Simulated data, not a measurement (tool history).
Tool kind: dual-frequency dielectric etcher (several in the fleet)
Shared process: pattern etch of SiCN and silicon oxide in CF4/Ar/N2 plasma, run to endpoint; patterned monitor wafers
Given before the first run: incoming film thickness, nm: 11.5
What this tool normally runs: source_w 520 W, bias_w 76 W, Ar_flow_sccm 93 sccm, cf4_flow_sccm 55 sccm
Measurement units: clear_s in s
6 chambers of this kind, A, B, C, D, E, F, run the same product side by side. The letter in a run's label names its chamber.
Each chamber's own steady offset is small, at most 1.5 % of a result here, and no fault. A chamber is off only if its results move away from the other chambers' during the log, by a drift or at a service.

run,day,source_w,bias_w,Ar_flow_sccm,cf4_flow_sccm,hours since the last wet clean,hours since the last source power generator calibration,hours since the last bias power generator calibration,hours since the last Ar flow controller change,hours since the last CF4 flow controller change,clear_s
1E,0.388,520,76,93,55,443.1,360.3,443.5,1082.3,5082.4,11.902
2C,0.804,520,76,93,55,287.1,44.2,1537,2903.6,360.2,11.916
3F,1.117,520,76,93,55,347.7,3989.9,988.6,4685.2,3222.9,11.841
# day 1.288: chamber B: source power generator calibrated
4D,1.575,520,76,93,55,356.1,1569.3,674.2,1261.8,4576.4,11.546
5A,1.858,520,76,93,55,112.8,339.1,3661.2,1446.8,4956.7,11.918
# day 2: chamber F: source power generator calibrated
6B,2.354,520,60,83,55,310.9,25.7,868.2,408.4,3134.1,12.658
7D,2.829,520,60,83,55,386.2,1599.4,704.3,1291.9,4606.5,12.444
8A,3.171,520,60,83,55,144.3,370.6,3692.7,1478.3,4988.2,12.666
# day 3.35: chamber E: wet clean of the chamber
9C,3.538,520,60,83,55,352.7,109.8,1602.6,2969.2,425.8,12.773
10E,3.871,520,60,83,55,12.6,443.9,527.1,1165.9,5166,12.737
11B,4.129,520,60,83,55,353.5,68.3,910.8,451,3176.7,12.6
# day 4.558: chamber F: Ar flow controller replaced
12F,4.638,520,76,93,55,432.2,63.3,1073.1,2,3307.4,11.868
13A,5.096,520,76,93,55,190.5,416.8,3738.9,1524.5,5034.4,11.916
14B,5.471,520,76,93,55,385.7,100.5,943,483.2,3208.9,11.905
15F,5.8,520,76,93,55,460.1,91.2,1101,29.9,3335.3,11.995
16E,6.071,520,76,93,55,65.4,496.7,579.9,1218.7,5218.8,12.006
17D,6.621,520,76,93,55,477.2,1690.4,795.3,1382.9,4697.5,11.701
18C,7.104,520,76,93,55,438.3,195.4,1688.2,3054.8,511.4,11.893
19A,7.404,520,76,93,55,245.9,472.2,3794.3,1579.9,5089.8,11.903
20D,7.783,520,76,93,55,505.1,1718.3,823.2,1410.8,4725.4,11.58
# day 8.038: chamber F: wet clean of the chamber
21B,8.333,520,65,93,67,454.4,169.2,1011.7,551.9,3277.6,12.117
22F,8.575,520,65,93,67,12.9,157.8,1167.6,96.5,3401.9,12.17
# day 8.675: chamber E: CF4 flow controller replaced
23C,8.95,520,65,93,67,482.6,239.7,1732.5,3099.1,555.7,12.138
24E,9.242,520,65,93,67,141.5,572.8,656,1294.8,13.6,11.984
# day 9.533: chamber D: wet clean of the chamber
25C,9.625,520,65,93,67,498.8,255.9,1748.7,3115.3,571.9,12.215
# day 9.925: chamber C: wet clean of the chamber
26F,9.929,520,65,93,67,45.4,190.3,1200.1,129,3434.4,12.026
27A,10.254,520,76,93,55,314.3,540.6,3862.7,1648.3,5158.2,11.95
28D,10.754,520,76,93,55,29.3,1789.6,894.5,1482.1,4796.7,11.631
29E,11.004,520,76,110,55,183.8,615.1,698.3,1337.1,55.9,12.176
30B,11.383,520,76,110,55,527.6,242.4,1084.9,625.1,3350.8,12.184
31B,11.758,520,76,110,55,536.6,251.4,1093.9,634.1,3359.8,12.244
32F,12.012,520,76,110,55,95.4,240.3,1250.1,179,3484.4,12.149
# day 12.033: chamber D: source power generator calibrated
33C,12.392,520,76,110,55,59.2,322.3,1815.1,3181.7,638.3,12.741
34E,12.904,520,76,110,55,229.4,660.7,743.9,1382.7,101.5,12.243
35D,13.208,520,76,93,55,88.2,28.3,953.4,1541,4855.6,11.757
36A,13.558,520,76,93,55,393.6,619.9,3942,1727.6,5237.5,11.848
37D,13.883,520,76,93,55,104.4,44.5,969.6,1557.2,4871.8,11.73
# day 13.925: chamber A: wet clean of the chamber
# day 13.971: chamber B: wet clean of the chamber
38A,14.246,520,76,93,55,7.8,636.4,3958.5,1744.1,5254,11.873
39B,14.562,650,76,93,55,14.3,318.7,1161.2,701.4,3427.1,9.7086
40C,14.988,650,76,93,55,121.5,384.6,1877.4,3244,700.6,10.207
41E,15.4,650,76,93,55,289.3,720.6,803.8,1442.6,161.4,9.8648
42F,15.821,650,76,93,55,186.8,331.7,1341.5,270.4,3575.8,9.7622

What goes on in this fleet: one chamber off, a drifting gauge, or nothing beyond the chambers' own small offsets? Name the chamber and the cause, if any.

A service on chamber C put it out of line with the rest.
Most likely cause: etch rate under this chamber's usual, % = 4.02.

Here are 4 candidates for chamber C's next run, each the usual settings with a change, their results left as question marks. Which one brings its results back in line with what the others give on the usual settings?
To be in line, a result may differ from the other chambers' mean on the usual settings by at most: clear_s 0.25 s
43C-1,16.221,500,75,94,55,,,,,,?
43C-2,16.221,520,85,93,58,,,,,,?
43C-3,16.221,470,76,95,55,,,,,,?
43C-4,16.221,560,78,92,56,,,,,,?

What the other chambers average on the usual settings: clear_s 11.852 s
run,clear_s
43C-1,12.97
43C-2,11.878
43C-3,13.662
43C-4,11.501
With 43C-2, the chamber falls back in line with the rest.
